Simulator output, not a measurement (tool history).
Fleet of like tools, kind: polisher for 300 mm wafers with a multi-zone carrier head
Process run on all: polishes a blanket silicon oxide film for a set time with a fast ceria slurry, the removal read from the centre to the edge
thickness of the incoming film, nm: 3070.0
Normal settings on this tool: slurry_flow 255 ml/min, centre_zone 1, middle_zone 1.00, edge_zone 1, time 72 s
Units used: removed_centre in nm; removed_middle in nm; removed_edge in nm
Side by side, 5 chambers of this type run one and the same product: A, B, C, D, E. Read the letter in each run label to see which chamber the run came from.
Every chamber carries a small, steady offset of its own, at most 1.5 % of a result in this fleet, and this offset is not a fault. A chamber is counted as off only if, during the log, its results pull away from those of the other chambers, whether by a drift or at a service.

At hour 7.9: chamber B: worn pad replaced by a new one.
Run 1C, hour 13.8: usual settings. Result: removed_centre 870.94 nm, removed_middle 866.79 nm, removed_edge 859.68 nm.
Run 2D, hour 23.9: usual settings. Result: removed_centre 869.59 nm, removed_middle 880.30 nm, removed_edge 861.62 nm.
Run 3E, hour 40.5: usual settings. Result: removed_centre 871.36 nm, removed_middle 866.89 nm, removed_edge 852.40 nm.
At hour 50.6: chamber A: worn pad replaced by a new one.
Run 4A, hour 56.9: usual settings. Result: removed_centre 861.88 nm, removed_middle 871.60 nm, removed_edge 864.28 nm.
At hour 67.1: chamber C: worn pad replaced by a new one.
Run 5B, hour 71.4: usual settings. Result: removed_centre 858.19 nm, removed_middle 855.74 nm, removed_edge 865.93 nm.
At hour 74.0: chamber D: worn pad replaced by a new one.
Run 6C, hour 81.7: usual settings but slurry_flow 205 ml/min, time 95 s. Result: removed_centre 1114.70 nm, removed_middle 1110.10 nm, removed_edge 1121.10 nm.
At hour 90.1: chamber E: worn pad replaced by a new one.
At hour 93.0: chamber C: edge zone pressure recalibrated.
Run 7E, hour 95.2: usual settings but slurry_flow 205 ml/min, time 95 s. Result: removed_centre 1113.60 nm, removed_middle 1105.30 nm, removed_edge 1125.80 nm.
Run 8D, hour 105.1: usual settings but slurry_flow 205 ml/min, time 95 s. Result: removed_centre 1105.90 nm, removed_middle 1108.30 nm, removed_edge 1105.50 nm.
Run 9B, hour 115.2: usual settings but slurry_flow 205 ml/min, time 95 s. Result: removed_centre 1104.60 nm, removed_middle 1091.50 nm, removed_edge 1099.50 nm.
At hour 115.3: chamber D: centre zone pressure recalibrated.
Run 10A, hour 123.5: usual settings but slurry_flow 205 ml/min, time 95 s. Result: removed_centre 1105.40 nm, removed_middle 1102.00 nm, removed_edge 1144.90 nm.
At hour 125.9: chamber B: worn pad replaced by a new one.
At hour 130.3: chamber C: centre zone pressure recalibrated.
Run 11E, hour 139.0: usual settings. Result: removed_centre 857.89 nm, removed_middle 859.62 nm, removed_edge 855.82 nm.
Run 12C, hour 152.6: usual settings. Result: removed_centre 861.33 nm, removed_middle 872.30 nm, removed_edge 871.69 nm.
At hour 164.4: chamber C: worn pad replaced by a new one.
At hour 166.9: chamber D: worn pad replaced by a new one.
Run 13D, hour 168.5: usual settings. Result: removed_centre 862.28 nm, removed_middle 880.95 nm, removed_edge 859.74 nm.
Run 14B, hour 181.8: usual settings. Result: removed_centre 867.40 nm, removed_middle 841.89 nm, removed_edge 874.02 nm.
At hour 188.3: chamber E: worn pad replaced by a new one.
At hour 189.9: chamber A: worn pad replaced by a new one.
Run 15A, hour 198.5: usual settings. Result: removed_centre 867.25 nm, removed_middle 872.50 nm, removed_edge 890.70 nm.
At hour 202.9: chamber A: slurry nozzle cleaned.
At hour 211.5: chamber E: slurry nozzle cleaned.
Run 16C, hour 212.0: usual settings. Result: removed_centre 877.81 nm, removed_middle 872.76 nm, removed_edge 834.62 nm.
Run 17E, hour 227.2: usual settings. Result: removed_centre 870.60 nm, removed_middle 846.09 nm, removed_edge 836.62 nm.
Run 18B, hour 235.7: usual settings. Result: removed_centre 868.56 nm, removed_middle 856.81 nm, removed_edge 870.80 nm.
At hour 236.1: chamber B: worn pad replaced by a new one.
Run 19A, hour 244.6: usual settings. Result: removed_centre 870.33 nm, removed_middle 863.94 nm, removed_edge 882.99 nm.
At hour 248.3: chamber D: worn pad replaced by a new one.
At hour 253.5: chamber A: centre zone pressure recalibrated.
Run 20D, hour 259.2: usual settings. Result: removed_centre 860.58 nm, removed_middle 869.89 nm, removed_edge 843.49 nm.
At hour 266.2: chamber C: worn pad replaced by a new one.
At hour 267.6: chamber B: edge zone pressure recalibrated.
Run 21D, hour 272.0: usual settings. Result: removed_centre 866.20 nm, removed_middle 868.07 nm, removed_edge 840.67 nm.
Run 22B, hour 281.5: usual settings. Result: removed_centre 875.39 nm, removed_middle 864.15 nm, removed_edge 867.88 nm.
At hour 289.9: chamber E: worn pad replaced by a new one.
Run 23C, hour 296.5: usual settings. Result: removed_centre 871.42 nm, removed_middle 874.94 nm, removed_edge 871.83 nm.
At hour 305.5: chamber B: slurry nozzle cleaned.
Run 24E, hour 307.2: usual settings. Result: removed_centre 866.10 nm, removed_middle 863.43 nm, removed_edge 855.90 nm.
Run 25A, hour 319.7: usual settings. Result: removed_centre 821.83 nm, removed_middle 866.61 nm, removed_edge 879.95 nm.
At hour 324.0: chamber D: worn pad replaced by a new one.
Run 26A, hour 331.7: usual settings but middle_zone 1.06. Result: removed_centre 814.19 nm, removed_middle 919.63 nm, removed_edge 858.13 nm.
Run 27E, hour 340.1: usual settings but middle_zone 1.06. Result: removed_centre 865.26 nm, removed_middle 911.84 nm, removed_edge 860.16 nm.
At hour 345.5: chamber A: worn pad replaced by a new one.
Run 28C, hour 351.8: usual settings but middle_zone 1.06. Result: removed_centre 875.57 nm, removed_middle 908.57 nm, removed_edge 855.31 nm.
At hour 363.9: chamber D: slurry nozzle cleaned.
Run 29D, hour 367.0: usual settings but middle_zone 1.06. Result: removed_centre 861.36 nm, removed_middle 913.03 nm, removed_edge 864.89 nm.
At hour 367.4: chamber B: worn pad replaced by a new one.
At hour 378.0: chamber C: worn pad replaced by a new one.
Run 30B, hour 380.4: usual settings but middle_zone 1.06. Result: removed_centre 872.51 nm, removed_middle 915.98 nm, removed_edge 881.55 nm.
At hour 385.6: chamber D: edge zone pressure recalibrated.
At hour 387.3: chamber B: centre zone pressure recalibrated.
Run 31A, hour 388.5: usual settings. Result: removed_centre 823.41 nm, removed_middle 871.78 nm, removed_edge 882.27 nm.
Run 32C, hour 402.0: usual settings. Result: removed_centre 873.43 nm, removed_middle 864.81 nm, removed_edge 867.25 nm.
At hour 407.8: chamber E: worn pad replaced by a new one.
At hour 411.5: chamber D: worn pad replaced by a new one.
Run 33B, hour 417.7: usual settings. Result: removed_centre 879.84 nm, removed_middle 856.64 nm, removed_edge 859.44 nm.
Run 34E, hour 426.0: usual settings. Result: removed_centre 865.36 nm, removed_middle 859.13 nm, removed_edge 846.20 nm.
Run 35D, hour 439.4: usual settings. Result: removed_centre 867.34 nm, removed_middle 884.28 nm, removed_edge 846.64 nm.

Next, all 5 chambers run the settings below, one line each with question marks for the results. What does each chamber give?
Run 36A, hour 451.4: usual settings but time 94 s. Result: removed_centre ?, removed_middle ?, removed_edge ?.
Run 36B, hour 451.4: usual settings but time 94 s. Result: removed_centre ?, removed_middle ?, removed_edge ?.
Run 36C, hour 451.4: usual settings but time 94 s. Result: removed_centre ?, removed_middle ?, removed_edge ?.
Run 36D, hour 451.4: usual settings but time 94 s. Result: removed_centre ?, removed_middle ?, removed_edge ?.
Run 36E, hour 451.4: usual settings but time 94 s. Result: removed_centre ?, removed_middle ?, removed_edge ?.

run  removed_centre  removed_middle  removed_edge
36A         1086.80         1145.00       1133.00
36B         1133.90         1117.20       1119.70
36C         1140.40         1125.10       1128.10
36D         1139.70         1143.90       1107.90
36E         1122.10         1114.40       1109.30
